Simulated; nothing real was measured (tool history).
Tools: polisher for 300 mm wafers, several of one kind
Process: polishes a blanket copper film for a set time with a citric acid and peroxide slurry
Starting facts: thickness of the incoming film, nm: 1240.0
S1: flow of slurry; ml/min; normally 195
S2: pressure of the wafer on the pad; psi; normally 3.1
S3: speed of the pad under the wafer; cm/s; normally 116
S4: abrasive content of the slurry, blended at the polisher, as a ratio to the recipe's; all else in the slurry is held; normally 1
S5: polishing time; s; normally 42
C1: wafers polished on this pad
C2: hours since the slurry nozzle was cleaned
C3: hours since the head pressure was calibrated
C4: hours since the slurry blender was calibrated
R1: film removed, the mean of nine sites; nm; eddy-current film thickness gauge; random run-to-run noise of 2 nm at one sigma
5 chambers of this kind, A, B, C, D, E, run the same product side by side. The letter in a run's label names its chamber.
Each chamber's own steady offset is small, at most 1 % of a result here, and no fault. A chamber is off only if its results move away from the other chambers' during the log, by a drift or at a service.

| run | day | S1 | S2 | S3 | S4 | S5 | C1 | C2 | C3 | C4 | R1 |
|---|---|---|---|---|---|---|---|---|---|---|---|
| 1B | 0.254 | 195 | 3.1 | 116 | 1 | 42 | 811 | 793.3 | 123.4 | 89 | 130.72 |
| 2D | 0.625 | 195 | 3.1 | 116 | 1 | 42 | 275 | 88.5 | 851.9 | 72.7 | 128.18 |
| 3E | 0.892 | 195 | 3.1 | 116 | 1 | 42 | 701 | 59.4 | 433 | 83.8 | 129.36 |
| 4C | 1.171 | 195 | 3.1 | 116 | 1 | 42 | 1210 | 479.8 | 163.2 | 58.8 | 134.75 |
| 5A | 1.496 | 195 | 3.1 | 116 | 1 | 42 | 1054 | 123.8 | 36.2 | 158.2 | 128.7 |
|  | 1.504 | chamber A: worn pad replaced by a new one |
|  | 1.667 | chamber E: worn pad replaced by a new one |
|  | 1.688 | chamber E: head pressure recalibrated |
| 6C | 1.846 | 195 | 3.1 | 116 | 1 | 42 | 1370 | 496 | 179.4 | 75 | 126.61 |
|  | 2.017 | chamber D: slurry blender recalibrated |
| 7E | 2.271 | 195 | 3.1 | 116 | 1 | 42 | 143 | 92.5 | 14 | 116.9 | 131.48 |
|  | 2.362 | chamber B: slurry blender recalibrated |
|  | 2.588 | chamber D: worn pad replaced by a new one |
|  | 2.654 | chamber C: worn pad replaced by a new one |
| 8A | 2.654 | 195 | 3.1 | 116 | 1 | 48 | 272 | 151.6 | 64 | 186 | 152.29 |
| 9D | 3.171 | 195 | 3.1 | 116 | 1 | 48 | 138 | 149.6 | 913 | 27.8 | 148.35 |
|  | 3.358 | chamber A: slurry blender recalibrated |
|  | 3.396 | chamber B: worn pad replaced by a new one |
| 10B | 3.429 | 195 | 3.1 | 116 | 1 | 48 | 8 | 869.5 | 199.6 | 25.7 | 147.85 |
| 11A | 3.721 | 195 | 3.1 | 116 | 1 | 48 | 524 | 177.2 | 89.6 | 8.8 | 149.93 |
| 12D | 4.192 | 195 | 3.1 | 116 | 1 | 48 | 379 | 174.1 | 937.5 | 52.3 | 149.36 |
| 13C | 4.483 | 195 | 3.1 | 116 | 1 | 42 | 432 | 559.3 | 242.7 | 138.3 | 130.18 |
|  | 4.608 | chamber C: slurry nozzle cleaned |
|  | 4.675 | chamber E: slurry blender recalibrated |
| 14E | 4.871 | 250 | 3.1 | 116 | 1 | 54 | 758 | 154.9 | 76.4 | 4.7 | 173.77 |
|  | 5.117 | chamber A: worn pad replaced by a new one |
| 15B | 5.242 | 250 | 3.1 | 116 | 1 | 54 | 436 | 913 | 243.1 | 69.2 | 174.57 |
|  | 5.404 | chamber E: worn pad replaced by a new one |
|  | 5.579 | chamber D: worn pad replaced by a new one |
|  | 5.642 | chamber C: slurry blender recalibrated |
| 16E | 5.671 | 250 | 3.1 | 116 | 1 | 54 | 63 | 174.1 | 95.6 | 23.9 | 177.83 |
| 17C | 6.15 | 250 | 3.1 | 116 | 1 | 54 | 826 | 37.1 | 282.7 | 12.3 | 167.7 |
| 18B | 6.588 | 250 | 3.1 | 116 | 1 | 54 | 754 | 945.3 | 275.4 | 101.5 | 177.38 |
|  | 6.725 | chamber D: slurry blender recalibrated |
| 19D | 6.996 | 195 | 3.1 | 116 | 1 | 42 | 335 | 241.4 | 1004.8 | 6.6 | 129.76 |
|  | 7.342 | chamber B: slurry nozzle cleaned |
| 20A | 7.508 | 195 | 3.1 | 116 | 1 | 42 | 566 | 268.1 | 180.5 | 99.7 | 132.14 |
|  | 7.729 | chamber B: slurry blender recalibrated |
| 21D | 7.988 | 195 | 3.1 | 116 | 1 | 42 | 569 | 265.2 | 1028.6 | 30.4 | 132.16 |
| 22A | 8.3 | 195 | 3.1 | 116 | 1 | 42 | 753 | 287.1 | 199.5 | 118.7 | 131.07 |
| 23E | 8.771 | 195 | 3.1 | 116 | 1 | 42 | 796 | 248.5 | 170 | 98.3 | 130.68 |
|  | 8.8 | chamber D: worn pad replaced by a new one |
|  | 8.875 | chamber C: worn pad replaced by a new one |
|  | 8.958 | chamber A: worn pad replaced by a new one |
| 24B | 9.142 | 195 | 3.1 | 116 | 1 | 42 | 1358 | 43.2 | 336.7 | 33.9 | 133.22 |
|  | 9.433 | chamber E: worn pad replaced by a new one |
| 25C | 9.496 | 195 | 3.1 | 116 | 1 | 42 | 147 | 117.4 | 363 | 92.6 | 133.36 |
|  | 9.712 | chamber D: slurry nozzle cleaned |
| 26E | 9.958 | 195 | 3.1 | 116 | 1 | 42 | 124 | 277 | 198.5 | 126.8 | 134.36 |
|  | 10.046 | chamber B: worn pad replaced by a new one |
| 27D | 10.388 | 195 | 3.1 | 116 | 1 | 42 | 375 | 16.3 | 1086.2 | 88 | 129.27 |
| 28C | 10.717 | 195 | 3.1 | 116 | 1 | 42 | 435 | 146.7 | 392.3 | 121.9 | 132.77 |
|  | 10.942 | chamber E: slurry blender recalibrated |
|  | 11.188 | chamber D: slurry blender recalibrated |
| 29A | 11.238 | 195 | 3.1 | 116 | 1 | 42 | 538 | 357.6 | 270 | 189.2 | 131.92 |
| 30B | 11.488 | 195 | 3.1 | 116 | 1 | 42 | 341 | 99.5 | 393 | 90.2 | 137.97 |
| 31D | 11.971 | 195 | 3.1 | 116 | 1 | 42 | 749 | 54.3 | 1124.2 | 18.9 | 131.67 |
|  | 12.05 | chamber D: worn pad replaced by a new one |
| 32C | 12.4 | 195 | 3.1 | 116 | 1 | 42 | 833 | 187.1 | 432.7 | 162.3 | 131.21 |
| 33E | 12.829 | 195 | 3.1 | 116 | 1 | 42 | 802 | 345.9 | 267.4 | 45.4 | 131.04 |
|  | 12.925 | chamber A: worn pad replaced by a new one |
|  | 13.042 | chamber B: slurry blender recalibrated |
|  | 13.25 | chamber C: slurry blender recalibrated |
| 34B | 13.308 | 195 | 3.1 | 116 | 1 | 42 | 771 | 143.2 | 436.7 | 6.4 | 138.44 |
|  | 13.479 | chamber E: worn pad replaced by a new one |
|  | 13.8 | chamber A: slurry blender recalibrated |
| 35A | 13.821 | 195 | 3.1 | 116 | 1 | 42 | 212 | 419.6 | 332 | 0.5 | 133.49 |
| 36C | 14.179 | 195 | 3.1 | 116 | 1 | 42 | 1254 | 229.8 | 475.4 | 22.4 | 131.28 |
| 37E | 14.55 | 195 | 3.1 | 116 | 1 | 42 | 253 | 387.2 | 308.7 | 86.7 | 130.56 |
| 38A | 15.004 | 195 | 3.1 | 116 | 1 | 42 | 492 | 448 | 360.4 | 28.9 | 131.38 |
|  | 15.204 | chamber D: slurry blender recalibrated |
| 39D | 15.246 | 195 | 3.1 | 116 | 1 | 42 | 755 | 132.9 | 1202.8 | 1 | 133.56 |

Which is it: a chamber that has drifted or been left off by a service, a gauge drift common to all chambers, or only each chamber's usual small offset? If a chamber is off, name it and its likeliest cause.

Chamber B drifts away from the others.
Most likely cause: head's pressure above its setpoint, % = 9.03.

Which of the 4 candidates below, each the usual settings with something changed and its results left as question marks, puts chamber B back in line with what the other chambers give on the usual settings?
In-line tolerance around the mean of the other chambers on the usual settings: R1 6.8 nm
| 40B-1 | 15.638 | 195 | 3.2 | 118 | 1 | 43 |  |  |  |  | ? |
| 40B-2 | 15.638 | 195 | 3.1 | 106 | 1 | 38 |  |  |  |  | ? |
| 40B-3 | 15.638 | 195 | 3.3 | 122 | 1 | 45 |  |  |  |  | ? |
| 40B-4 | 15.638 | 195 | 3.1 | 112 | 1 | 40 |  |  |  |  | ? |

Other chambers, usual settings, mean: R1 130.84 nm
| run | R1 |
|---|---|
| 40B-1 | 151.48 |
| 40B-2 | 116.71 |
| 40B-3 | 168.86 |
| 40B-4 | 129.73 |
40B-4 brings the chamber back in line.
